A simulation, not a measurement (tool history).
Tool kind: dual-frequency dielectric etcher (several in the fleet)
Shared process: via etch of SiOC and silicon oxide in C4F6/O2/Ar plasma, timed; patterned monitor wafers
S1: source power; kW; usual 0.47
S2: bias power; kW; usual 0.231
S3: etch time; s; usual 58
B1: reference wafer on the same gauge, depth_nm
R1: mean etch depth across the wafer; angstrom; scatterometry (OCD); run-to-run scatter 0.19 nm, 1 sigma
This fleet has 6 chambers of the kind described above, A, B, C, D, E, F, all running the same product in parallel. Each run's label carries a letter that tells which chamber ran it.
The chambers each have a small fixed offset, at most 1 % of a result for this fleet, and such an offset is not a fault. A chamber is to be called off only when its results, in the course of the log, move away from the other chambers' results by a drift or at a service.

run,hour,S1,S2,S3,B1,R1
1B,3.3,0.47,0.231,58,69.255,750.81
2E,9.2,0.47,0.231,58,69.349,754.62
3A,13.9,0.47,0.231,58,69.311,762.74
4D,17.3,0.47,0.231,58,69.321,753.38
5C,21.2,0.47,0.231,58,69.281,763.42
6F,26.9,0.47,0.231,58,69.296,750.48
7B,31,0.47,0.231,58,69.29,751.67
8A,36.9,0.47,0.231,58,69.28,762.94
# hour 39.7: chamber B: wet clean of the chamber
9C,43.1,0.54,0.261,58,69.297,839.48
10F,48.4,0.54,0.261,58,69.298,827.37
# hour 49.2: chamber E: bias power generator calibrated
11D,55.5,0.54,0.261,58,69.325,826.96
12E,60.5,0.54,0.261,58,69.316,830.24
13F,66.2,0.54,0.261,58,69.278,824.01
# hour 71.5: chamber E: wet clean of the chamber
14B,71.6,0.54,0.261,58,69.245,826.46
15C,75.7,0.51,0.231,58,69.346,783.38
# hour 76.8: chamber A: wet clean of the chamber
16E,83,0.51,0.231,58,69.293,759.38
17A,89,0.51,0.231,58,69.286,783.56
18D,94.3,0.51,0.231,58,69.287,779.88
19B,101.5,0.51,0.231,58,69.315,773.42
20C,106.1,0.51,0.231,58,69.311,782.49
21A,110.7,0.47,0.231,58,69.326,761.62
22D,115,0.47,0.231,58,69.34,757.77
# hour 116.4: chamber B: source power generator calibrated
23E,120,0.47,0.231,58,69.314,736.21
24F,123.2,0.47,0.231,58,69.309,752.95
25D,126.4,0.47,0.231,58,69.292,756.75
26A,132.9,0.47,0.283,58,69.281,819.78
27C,137.6,0.47,0.283,58,69.279,816.57
28E,143,0.47,0.283,58,69.294,794.58
29B,150,0.47,0.283,58,69.299,804.94
30F,157.3,0.47,0.283,58,69.294,805.31
31D,163.5,0.47,0.283,58,69.309,807.87
32F,170.6,0.47,0.231,58,69.352,748.74
33A,177.4,0.47,0.231,58,69.336,757.9
34E,182.2,0.47,0.231,58,69.267,738.02
35B,188,0.47,0.288,67.5,69.309,939.3
36C,194.3,0.47,0.288,67.5,69.286,955.54
37B,201.3,0.47,0.288,67.5,69.32,943.54

Each of the 6 chambers runs these same settings next. Fill in every chamber's results:
38A,206.6,0.47,0.231,58,,?
38B,206.6,0.47,0.231,58,,?
38C,206.6,0.47,0.231,58,,?
38D,206.6,0.47,0.231,58,,?
38E,206.6,0.47,0.231,58,,?
38F,206.6,0.47,0.231,58,,?

run,R1
38A,759.72
38B,750.27
38C,764.3
38D,754.32
38E,739.05
38F,751.1
